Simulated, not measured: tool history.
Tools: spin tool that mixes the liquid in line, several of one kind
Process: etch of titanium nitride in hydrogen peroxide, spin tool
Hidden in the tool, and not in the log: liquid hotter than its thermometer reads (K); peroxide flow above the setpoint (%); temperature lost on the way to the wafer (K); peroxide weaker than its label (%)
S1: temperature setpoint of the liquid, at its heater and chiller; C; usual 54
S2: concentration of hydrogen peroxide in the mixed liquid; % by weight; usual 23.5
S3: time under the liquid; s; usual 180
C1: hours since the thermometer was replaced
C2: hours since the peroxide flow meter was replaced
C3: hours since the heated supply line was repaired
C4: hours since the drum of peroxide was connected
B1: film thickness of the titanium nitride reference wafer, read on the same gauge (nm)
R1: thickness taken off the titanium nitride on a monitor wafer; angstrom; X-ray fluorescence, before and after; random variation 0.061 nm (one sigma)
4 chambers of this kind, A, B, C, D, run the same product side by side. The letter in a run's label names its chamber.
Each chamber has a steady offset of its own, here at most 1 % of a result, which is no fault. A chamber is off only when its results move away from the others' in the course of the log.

| run | hour | S1 | S2 | S3 | C1 | C2 | C3 | C4 | B1 | R1 |
|---|---|---|---|---|---|---|---|---|---|---|
| 1B | 8.2 | 54 | 23.5 | 180 | 584.9 | 273.9 | 369.4 | 534.5 | 130.02 | 61.847 |
|  | 12.3 | chamber D: heated supply line repaired |
| 2D | 14.8 | 54 | 23.5 | 180 | 1786.9 | 225.1 | 2.6 | 532.8 | 130.03 | 61.565 |
| 3A | 21.8 | 54 | 23.5 | 180 | 44.9 | 362 | 175.2 | 695.1 | 130 | 61.775 |
| 4C | 27.8 | 54 | 23.5 | 180 | 1526.9 | 291.7 | 2789 | 187.2 | 130.04 | 60.802 |
| 5D | 33 | 54 | 23.5 | 180 | 1805.1 | 243.3 | 20.8 | 551 | 130.07 | 60.77 |
| 6B | 37.1 | 46 | 23.5 | 105 | 613.8 | 302.8 | 398.3 | 563.4 | 129.97 | 20.537 |
| 7A | 41.2 | 46 | 23.5 | 105 | 64.3 | 381.4 | 194.6 | 714.5 | 130.01 | 20.195 |
| 8C | 47.1 | 46 | 23.5 | 105 | 1546.2 | 311 | 2808.3 | 206.5 | 130.03 | 20.141 |
| 9D | 55.3 | 46 | 23.5 | 105 | 1827.4 | 265.6 | 43.1 | 573.3 | 130.01 | 20.206 |
| 10C | 61.8 | 57 | 23.5 | 250 | 1560.9 | 325.7 | 2823 | 221.2 | 130.04 | 104.04 |
| 11A | 69.8 | 57 | 23.5 | 250 | 92.9 | 410 | 223.2 | 743.1 | 129.98 | 106.17 |
| 12B | 77.5 | 57 | 23.5 | 250 | 654.2 | 343.2 | 438.7 | 603.8 | 129.99 | 105.69 |
| 13C | 84.9 | 57 | 23.5 | 250 | 1584 | 348.8 | 2846.1 | 244.3 | 130.01 | 103.39 |
| 14A | 90 | 54 | 23.5 | 180 | 113.1 | 430.2 | 243.4 | 763.3 | 130.02 | 61.739 |
| 15D | 95.4 | 54 | 23.5 | 180 | 1867.5 | 305.7 | 83.2 | 613.4 | 129.94 | 61.865 |
| 16B | 100 | 54 | 23.5 | 180 | 676.7 | 365.7 | 461.2 | 626.3 | 130.02 | 62.874 |
| 17C | 106.7 | 54 | 23.5 | 180 | 1605.8 | 370.6 | 2867.9 | 266.1 | 130 | 61.178 |
| 18A | 111.7 | 54 | 23.5 | 180 | 134.8 | 451.9 | 265.1 | 785 | 129.98 | 62.262 |
| 19B | 118.1 | 54 | 23.5 | 180 | 694.8 | 383.8 | 479.3 | 644.4 | 130.03 | 61.296 |
| 20D | 126.5 | 46 | 23.5 | 215 | 1898.6 | 336.8 | 114.3 | 644.5 | 130.02 | 42.778 |
| 21B | 134.5 | 46 | 23.5 | 215 | 711.2 | 400.2 | 495.7 | 660.8 | 130 | 42.223 |
| 22D | 139.1 | 46 | 23.5 | 215 | 1911.2 | 349.4 | 126.9 | 657.1 | 130.04 | 43.455 |
| 23A | 143.6 | 46 | 23.5 | 215 | 166.7 | 483.8 | 297 | 816.9 | 130.02 | 40.483 |
| 24C | 148.9 | 54 | 23.5 | 180 | 1648 | 412.8 | 2910.1 | 308.3 | 130.01 | 61.309 |
| 25D | 154.4 | 54 | 23.5 | 180 | 1926.5 | 364.7 | 142.2 | 672.4 | 130.01 | 64.397 |
| 26A | 160 | 54 | 23.5 | 180 | 183.1 | 500.2 | 313.4 | 833.3 | 130 | 61.151 |
| 27B | 164.7 | 54 | 23.5 | 180 | 741.4 | 430.4 | 525.9 | 691 | 129.94 | 62.903 |
| 28C | 171.2 | 54 | 23.5 | 180 | 1670.3 | 435.1 | 2932.4 | 330.6 | 129.97 | 62.953 |
| 29D | 177.7 | 54 | 23.5 | 180 | 1949.8 | 388 | 165.5 | 695.7 | 129.97 | 64.715 |
| 30C | 183.4 | 54 | 23.5 | 180 | 1682.5 | 447.3 | 2944.6 | 342.8 | 129.99 | 61.141 |
| 31A | 188.1 | 54 | 23.5 | 180 | 211.2 | 528.3 | 341.5 | 861.4 | 130.05 | 60.502 |
| 32B | 196.7 | 54 | 23.5 | 180 | 773.4 | 462.4 | 557.9 | 723 | 129.99 | 62.329 |
|  | 199.8 | chamber A: peroxide flow meter replaced |
| 33A | 204.9 | 54 | 23.5 | 180 | 228 | 5.2 | 358.3 | 878.2 | 130.03 | 61.092 |
| 34D | 209.7 | 54 | 23.5 | 180 | 1981.8 | 420 | 197.5 | 727.7 | 130.01 | 66.468 |
| 35B | 218.2 | 54 | 23.5 | 180 | 794.9 | 483.9 | 579.4 | 744.5 | 130 | 62.29 |
| 36C | 225.7 | 54 | 23.5 | 180 | 1724.8 | 489.6 | 2986.9 | 385.1 | 130.04 | 61.197 |
| 37B | 231.2 | 54 | 23.5 | 180 | 807.9 | 496.9 | 592.4 | 757.5 | 129.99 | 62.329 |
| 38D | 237.2 | 54 | 23.5 | 180 | 2009.3 | 447.5 | 225 | 755.2 | 129.98 | 67.045 |

Is one chamber off against the others, does the gauge drift, or is nothing wrong? If a chamber is off, say which, and what the likeliest cause is.

Chamber D drifts away from the others.
Cause: liquid hotter than its thermometer reads (K) = 1.24.

Here are 4 candidates for chamber D's next run, each the usual settings with a change, their results left as question marks. Which one brings its results back in line with what the others give on the usual settings?
In line means no further than this from the other chambers' mean on the usual settings: R1 2.1 angstrom
| 39D-1 | 243.4 | 52.5 | 23.5 | 170 |  |  |  |  |  | ? |
| 39D-2 | 243.4 | 55 | 23.5 | 185 |  |  |  |  |  | ? |
| 39D-3 | 243.4 | 54 | 23.5 | 165 |  |  |  |  |  | ? |
| 39D-4 | 243.4 | 56.5 | 23.5 | 180 |  |  |  |  |  | ? |

The other chambers' mean on the usual settings: R1 61.67 angstrom
| run | R1 |
|---|---|
| 39D-1 | 57.672 |
| 39D-2 | 74.564 |
| 39D-3 | 62.11 |
| 39D-4 | 80.375 |
39D-3 brings the chamber back in line.
